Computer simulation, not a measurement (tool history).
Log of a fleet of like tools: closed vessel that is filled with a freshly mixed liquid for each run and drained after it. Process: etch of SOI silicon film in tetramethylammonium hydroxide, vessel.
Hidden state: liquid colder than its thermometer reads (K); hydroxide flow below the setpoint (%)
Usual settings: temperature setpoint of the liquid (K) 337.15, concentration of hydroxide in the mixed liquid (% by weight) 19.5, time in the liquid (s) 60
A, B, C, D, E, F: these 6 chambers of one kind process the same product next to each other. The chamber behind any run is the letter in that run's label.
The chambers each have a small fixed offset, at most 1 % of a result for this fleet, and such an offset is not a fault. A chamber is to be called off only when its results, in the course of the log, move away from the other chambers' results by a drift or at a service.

run	hour	temperature setpoint of the liquid (K)	concentration of hydroxide in the mixed liquid (% by weight)	time in the liquid (s)	hours since the thermometer was replaced	hours since the hydroxide flow meter was replaced	read-back film thickness of the SOI silicon film reference wafer, read on the same gauge (nm)	thickness taken off the SOI silicon film on a monitor wafer (Å)
# hour 2.3: chamber F: hydroxide flow meter replaced
1D	8.8	337.15	19.5	60	1210.1	33.8	130	2370.8
2F	20.7	337.15	19.5	60	1879.6	18.5	129.99	2400.5
3E	30.6	337.15	19.5	60	407.1	1213.2	130	2368.2
4B	37.8	337.15	19.5	60	694.8	89.1	129.99	2372.9
5A	44.8	337.15	19.5	60	736.5	805.1	130	2384.4
6C	51.9	337.15	15.5	60	1014.4	521.7	130	2636.9
7E	61.4	337.15	15.5	60	437.9	1244	130	2590.9
8D	73.1	337.15	15.5	60	1274.4	98.1	130.01	2591.9
9A	82.3	337.15	15.5	60	774	842.6	129.99	2599.5
10B	88.7	337.15	15.5	60	745.7	140	129.99	2632
11C	95.1	337.15	15.5	60	1057.6	564.9	129.99	2620.2
12F	106.2	337.15	19.5	60	1965.1	104	130	2391.4
# hour 110.7: chamber F: thermometer replaced
13F	111.6	337.15	19.5	60	1	109.4	130	2380.4
14C	123.6	332.15	19.5	85	1086.1	593.4	130	2473.1
15D	129.4	332.15	19.5	85	1330.7	154.4	130	2469.8
16B	138.4	332.15	19.5	85	795.4	189.7	129.99	2471.6
17E	144.8	332.15	19.5	85	521.3	1327.4	129.99	2457.3
18A	153.1	332.15	19.5	85	844.8	913.4	129.99	2470.2
19D	164.7	332.15	19.5	85	1366	189.7	129.99	2451.8
20C	173.9	337.15	19.5	60	1136.4	643.7	130	2385
21A	183.1	337.15	15	90	874.8	943.4	129.99	3965.4
22F	193.1	337.15	15	90	82.5	190.9	129.99	3974.1
23E	200.6	337.15	15	90	577.1	1383.2	130.01	3918.5
24B	210.5	337.15	15	90	867.5	261.8	130.02	3925.5
25B	218.1	337.15	15	90	875.1	269.4	129.99	3954.8
26C	225.3	337.15	15	90	1187.8	695.1	130.01	3864.3
27F	233.4	337.15	19.5	60	122.8	231.2	130	2404.1
28A	239.7	337.15	19.5	60	931.4	1000	129.99	2414.3
29D	247.5	341.65	19.5	60	1448.8	272.5	130.01	3149.9
30E	259	341.65	19.5	60	635.5	1441.6	130	3063.6
31A	268.4	341.65	19.5	60	960.1	1028.7	129.99	3089.5
32D	279.7	341.65	19.5	60	1481	304.7	129.99	3124.4
33C	288.3	341.65	19.5	60	1250.8	758.1	130	2986.5
34B	294.2	341.65	19.5	60	951.2	345.5	130	3054.7
35F	304	337.15	19.5	60	193.4	301.8	130.01	2390.7
36E	313.5	332.15	19.5	60	690	1496.1	130.01	1741.9
37C	323.3	332.15	19.5	60	1285.8	793.1	130	1683
38D	333	332.15	19.5	60	1534.3	358	130.02	1743.3
39F	340.4	332.15	19.5	60	229.8	338.2	130	1750.2
40E	351.9	332.15	19.5	60	728.4	1534.5	130	1749.7
41A	363.5	332.15	19.5	60	1055.2	1123.8	130	1747.4
42B	370	337.15	19.5	60	1027	421.3	130.01	2373.1
43A	377.4	337.15	19.5	60	1069.1	1137.7	129.99	2430.2

Does one chamber stand apart from the rest, does the shared gauge drift, or is all well apart from small per-chamber offsets? Give the chamber and the most likely cause, where there is one.

One chamber, C, drifts off from the rest bit by bit.
What lies behind it: liquid colder than its thermometer reads (K) = 1.16.

Chamber C could run next with any of the 4 candidate recipes listed below; each alters the usual settings, and their results appear as question marks. Which one brings its results back in line with what the other chambers deliver on the usual settings?
In line means no further than this from the other chambers' mean on the usual settings: thickness taken off the SOI silicon film on a monitor wafer (Å) 64
44C-1	385.9	337.15	20	60				?
44C-2	385.9	338.15	19.5	60				?
44C-3	385.9	337.15	22	60				?
44C-4	385.9	337.15	19	60				?

What the other chambers average on the usual settings: thickness taken off the SOI silicon film on a monitor wafer (Å) 2376.1
run	thickness taken off the SOI silicon film on a monitor wafer (Å)
44C-1	2199.6
44C-2	2364.2
44C-3	2095.6
44C-4	2251.6
With 44C-2, the chamber falls back in line with the rest.

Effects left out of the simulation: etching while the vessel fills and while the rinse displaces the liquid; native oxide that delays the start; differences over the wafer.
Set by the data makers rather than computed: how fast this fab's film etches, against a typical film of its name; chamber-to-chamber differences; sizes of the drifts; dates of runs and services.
